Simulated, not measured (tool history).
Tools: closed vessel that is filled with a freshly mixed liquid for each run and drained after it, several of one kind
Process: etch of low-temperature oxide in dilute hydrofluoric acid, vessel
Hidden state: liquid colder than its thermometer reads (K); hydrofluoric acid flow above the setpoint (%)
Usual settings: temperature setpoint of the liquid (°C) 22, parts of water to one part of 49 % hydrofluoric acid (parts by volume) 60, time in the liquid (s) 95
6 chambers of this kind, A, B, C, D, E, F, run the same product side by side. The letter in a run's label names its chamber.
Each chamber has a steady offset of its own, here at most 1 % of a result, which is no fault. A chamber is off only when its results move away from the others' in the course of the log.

| run | day | temperature setpoint of the liquid (°C) | parts of water to one part of 49 % hydrofluoric acid (parts by volume) | time in the liquid (s) | hours since the thermometer was replaced | hours since the hydrofluoric acid flow meter was replaced | read-back film thickness of the low-temperature oxide reference wafer, read on the same gauge (nm) | thickness taken off the low-temperature oxide on a monitor wafer (nm) |
|---|---|---|---|---|---|---|---|---|
| 1B | 0.146 | 22 | 60 | 95 | 737 | 142.7 | 109.98 | 35.474 |
| 2A | 0.292 | 22 | 60 | 95 | 2390.3 | 609.1 | 110.02 | 35.699 |
| 3D | 0.446 | 22 | 60 | 95 | 452.4 | 1243.5 | 109.97 | 35.757 |
| 4C | 0.629 | 22 | 60 | 95 | 322.2 | 1875 | 109.97 | 35.901 |
| 5E | 0.775 | 22 | 60 | 95 | 582.6 | 246 | 109.98 | 35.141 |
| 6F | 0.971 | 22 | 60 | 95 | 397.2 | 228.2 | 110.01 | 35.404 |
| 7F | 1.162 | 22 | 60 | 95 | 401.8 | 232.8 | 109.99 | 35.26 |
| 8D | 1.388 | 22 | 60 | 95 | 475 | 1266.1 | 109.94 | 35.219 |
| 9E | 1.558 | 22 | 60 | 95 | 601.4 | 264.8 | 110 | 35.177 |
| 10B | 1.738 | 22 | 60 | 95 | 775.2 | 180.9 | 110.02 | 35.328 |
| 11C | 1.912 | 22 | 60 | 95 | 353 | 1905.8 | 110.02 | 35.973 |
| 12A | 2.1 | 22 | 60 | 95 | 2433.7 | 652.5 | 110 | 35.981 |
| 13D | 2.358 | 22 | 60 | 95 | 498.3 | 1289.4 | 109.99 | 35.934 |
| 14B | 2.533 | 22 | 60 | 95 | 794.3 | 200 | 109.98 | 35.226 |
| 15F | 2.729 | 22 | 60 | 95 | 439.4 | 270.4 | 109.99 | 35.118 |
| 16C | 2.879 | 23.5 | 60 | 95 | 376.2 | 1929 | 109.96 | 37.7 |
| 17E | 3.117 | 23.5 | 60 | 95 | 638.8 | 302.2 | 109.97 | 37.679 |
| 18A | 3.254 | 23.5 | 60 | 95 | 2461.4 | 680.2 | 110.02 | 37.739 |
| 19E | 3.492 | 23.5 | 60 | 95 | 647.8 | 311.2 | 109.96 | 37.657 |
| 20B | 3.708 | 23.5 | 60 | 95 | 822.5 | 228.2 | 110.03 | 37.704 |
| 21F | 3.858 | 23.5 | 60 | 95 | 466.5 | 297.5 | 109.98 | 37.333 |
| 22D | 4.092 | 22 | 60 | 95 | 539.9 | 1331 | 110.04 | 35.626 |
| 23C | 4.371 | 22 | 60 | 95 | 412 | 1964.8 | 110.03 | 35.275 |
| 24A | 4.558 | 22 | 60 | 95 | 2492.7 | 711.5 | 110.06 | 35.522 |
| 25E | 4.792 | 19.5 | 60 | 65 | 679 | 342.4 | 110.01 | 21.794 |
| 26B | 5.058 | 19.5 | 60 | 65 | 854.9 | 260.6 | 110 | 21.725 |
| 27D | 5.238 | 19.5 | 60 | 65 | 567.4 | 1358.5 | 110 | 21.775 |
| 28F | 5.425 | 19.5 | 60 | 65 | 504.1 | 335.1 | 109.98 | 21.592 |
| 29C | 5.642 | 19.5 | 60 | 65 | 442.5 | 1995.3 | 109.99 | 21.873 |
| 30A | 5.875 | 19.5 | 60 | 65 | 2524.3 | 743.1 | 110.02 | 22.079 |
| 31D | 6.15 | 22 | 60 | 70 | 589.3 | 1380.4 | 110 | 26.609 |
| 32F | 6.288 | 22 | 60 | 70 | 524.8 | 355.8 | 110.03 | 26.022 |
|  | 6.342 | chamber C: hydrofluoric acid flow meter replaced |
| 33A | 6.475 | 22 | 60 | 70 | 2538.7 | 757.5 | 110.01 | 26.615 |
| 34B | 6.688 | 22 | 60 | 70 | 894 | 299.7 | 110 | 26.254 |
| 35C | 6.892 | 22 | 60 | 70 | 472.5 | 13.2 | 110.04 | 26.081 |
| 36E | 7.033 | 22 | 60 | 70 | 732.8 | 396.2 | 109.97 | 26.188 |
| 37D | 7.312 | 22 | 60 | 95 | 617.2 | 1408.3 | 110.01 | 35.683 |

All 6 chambers run these settings next. Forecast each chamber's results:
| 38A | 7.512 | 22 | 60 | 95 |  |  |  | ? |
| 38B | 7.512 | 22 | 60 | 95 |  |  |  | ? |
| 38C | 7.512 | 22 | 60 | 95 |  |  |  | ? |
| 38D | 7.512 | 22 | 60 | 95 |  |  |  | ? |
| 38E | 7.512 | 22 | 60 | 95 |  |  |  | ? |
| 38F | 7.512 | 22 | 60 | 95 |  |  |  | ? |

| run | thickness taken off the low-temperature oxide on a monitor wafer (nm) |
|---|---|
| 38A | 35.935 |
| 38B | 35.44 |
| 38C | 35.755 |
| 38D | 35.699 |
| 38E | 35.177 |
| 38F | 35.008 |

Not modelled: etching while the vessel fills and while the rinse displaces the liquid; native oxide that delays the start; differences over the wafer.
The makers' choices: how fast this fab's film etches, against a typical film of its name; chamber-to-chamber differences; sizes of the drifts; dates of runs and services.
